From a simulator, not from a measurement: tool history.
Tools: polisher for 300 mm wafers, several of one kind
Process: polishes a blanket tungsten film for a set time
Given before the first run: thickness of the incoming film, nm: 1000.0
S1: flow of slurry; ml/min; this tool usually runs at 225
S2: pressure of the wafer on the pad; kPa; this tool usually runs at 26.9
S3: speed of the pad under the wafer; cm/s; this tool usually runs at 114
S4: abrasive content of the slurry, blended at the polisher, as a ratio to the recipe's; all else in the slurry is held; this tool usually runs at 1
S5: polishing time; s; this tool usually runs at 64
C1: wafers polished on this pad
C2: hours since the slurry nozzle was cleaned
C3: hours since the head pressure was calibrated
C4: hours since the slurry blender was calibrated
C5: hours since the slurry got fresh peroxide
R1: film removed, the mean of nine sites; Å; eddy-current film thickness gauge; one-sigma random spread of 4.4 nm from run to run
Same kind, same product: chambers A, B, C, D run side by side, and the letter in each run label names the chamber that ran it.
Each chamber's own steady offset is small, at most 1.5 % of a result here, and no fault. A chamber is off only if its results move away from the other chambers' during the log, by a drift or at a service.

run   hour   S1    S2   S3  S4  S5    C1     C2     C3     C4     C5      R1
 1C    4.5  225  26.9  114   1  64   592  374.3  420.7   88.4   87.1  3975.2
 2B    8.5  225  26.9  114   1  64   816  377.5  459.8   84.7  153.6  3901.6
      11.5  -- chamber A: worn pad replaced by a new one
 3A   14.8  225  26.9  114   1  64    38  382.9  302.6  225.7   44.6  3965.2
      15.9  -- chamber C: worn pad replaced by a new one
 4D   17.9  225  26.9  114   1  64   352  525.2  260.6  153.8   49.1  3861.0
      18.2  -- chamber B: slurry tank refilled with fresh slurry and peroxide
      19.7  -- chamber D: slurry tank refilled with fresh slurry and peroxide
 5A   22.8  225  26.9  114   1  64   132  390.9  310.6  233.7   52.6  4005.9
 6D   28.9  225  26.9  114   1  64   480  536.2  271.6  164.8    9.2  3889.8
 7B   34.3  225  26.9  114   1  64  1117  403.3  485.6  110.5   16.1  3895.8
      37.9  -- chamber D: slurry blender recalibrated
 8C   38.0  225  26.9   80   1  64   259  407.8  454.2  121.9  120.6  2742.9
 9B   44.5  225  26.9   80   1  64  1237  413.5  495.8  120.7   26.3  2733.3
      46.9  -- chamber C: head pressure recalibrated
10C   47.6  225  26.9   80   1  64   371  417.4    0.7  131.5  130.2  2993.7
      50.2  -- chamber D: worn pad replaced by a new one
      50.7  -- chamber B: worn pad replaced by a new one
11D   54.3  225  26.9   80   1  64    48  561.6  297.0   16.4   34.6  2726.2
      56.3  -- chamber C: slurry nozzle cleaned
12A   59.3  225  26.9  114   1  64   558  427.4  347.1  270.2   89.1  3916.3
      59.9  -- chamber C: slurry tank refilled with fresh slurry and peroxide
13A   63.4  225  26.9  114   1  64   606  431.5  351.2  274.3   93.2  3926.6
      64.0  -- chamber C: worn pad replaced by a new one
14D   69.7  225  26.9  114   1  64   228  577.0  312.4   31.8   50.0  3852.2
      70.7  -- chamber D: slurry tank refilled with fresh slurry and peroxide
15C   75.5  225  26.9  114   1  64   134   19.3   28.6  159.4   15.7  4214.0
      76.4  -- chamber C: slurry blender recalibrated
16B   81.6  225  26.9  114   1  64   361  450.6  532.9  157.8   63.4  3929.9
      87.3  -- chamber A: slurry tank refilled with fresh slurry and peroxide
17D   88.4  225  26.9  114   1  64   446  595.7  331.1   50.5   17.8  3926.2
18A   94.9  225  26.9  114   1  64   974  463.0  382.7  305.8    7.7  3954.9
19C   99.3  225  26.9  114   1  64   412   43.1   52.4   22.9   39.5  4186.0
     101.7  -- chamber D: worn pad replaced by a new one
20B  105.1  225  26.9  114   1  64   636  474.1  556.4  181.3   86.9  3846.6
21D  110.7  225  26.9  114   1  64   105  618.0  353.4   72.8   40.1  3868.2
22C  113.7  225  26.9  114   1  64   580   57.5   66.8   37.3   53.9  4329.3
23A  118.9  225  33.1  114   1  57  1254  487.0  406.7  329.8   31.7  4345.5
24B  125.0  225  33.1  114   1  57   868  494.0  576.3  201.2  106.8  4223.4

Which is it: a chamber that has drifted or been left off by a service, a gauge drift common to all chambers, or only each chamber's usual small offset? If a chamber is off, name it and its likeliest cause.

A service left chamber C off against the others.
Cause: head's pressure above its setpoint, % = 9.94.

Which of the 4 candidates below, each the usual settings with something changed and its results left as question marks, puts chamber C back in line with what the other chambers give on the usual settings?
In line here means within this much of the mean the other chambers give on the usual settings: R1 150.0 Å
25C-1  129.8  225  26.2  114  1.0  64                       ?
25C-2  129.8  225  26.9  104  1.0  64                       ?
25C-3  129.8  225  27.6  114  1.0  64                       ?
25C-4  129.8  225  26.9  114  1.4  64                       ?

The mean the other chambers reach with the usual settings: R1 3897.7 Å
  run      R1
25C-1  4195.5
25C-2  3930.2
25C-3  4416.5
25C-4  4674.2
The right change is 25C-2: it brings the chamber back within the allowed miss of the others.

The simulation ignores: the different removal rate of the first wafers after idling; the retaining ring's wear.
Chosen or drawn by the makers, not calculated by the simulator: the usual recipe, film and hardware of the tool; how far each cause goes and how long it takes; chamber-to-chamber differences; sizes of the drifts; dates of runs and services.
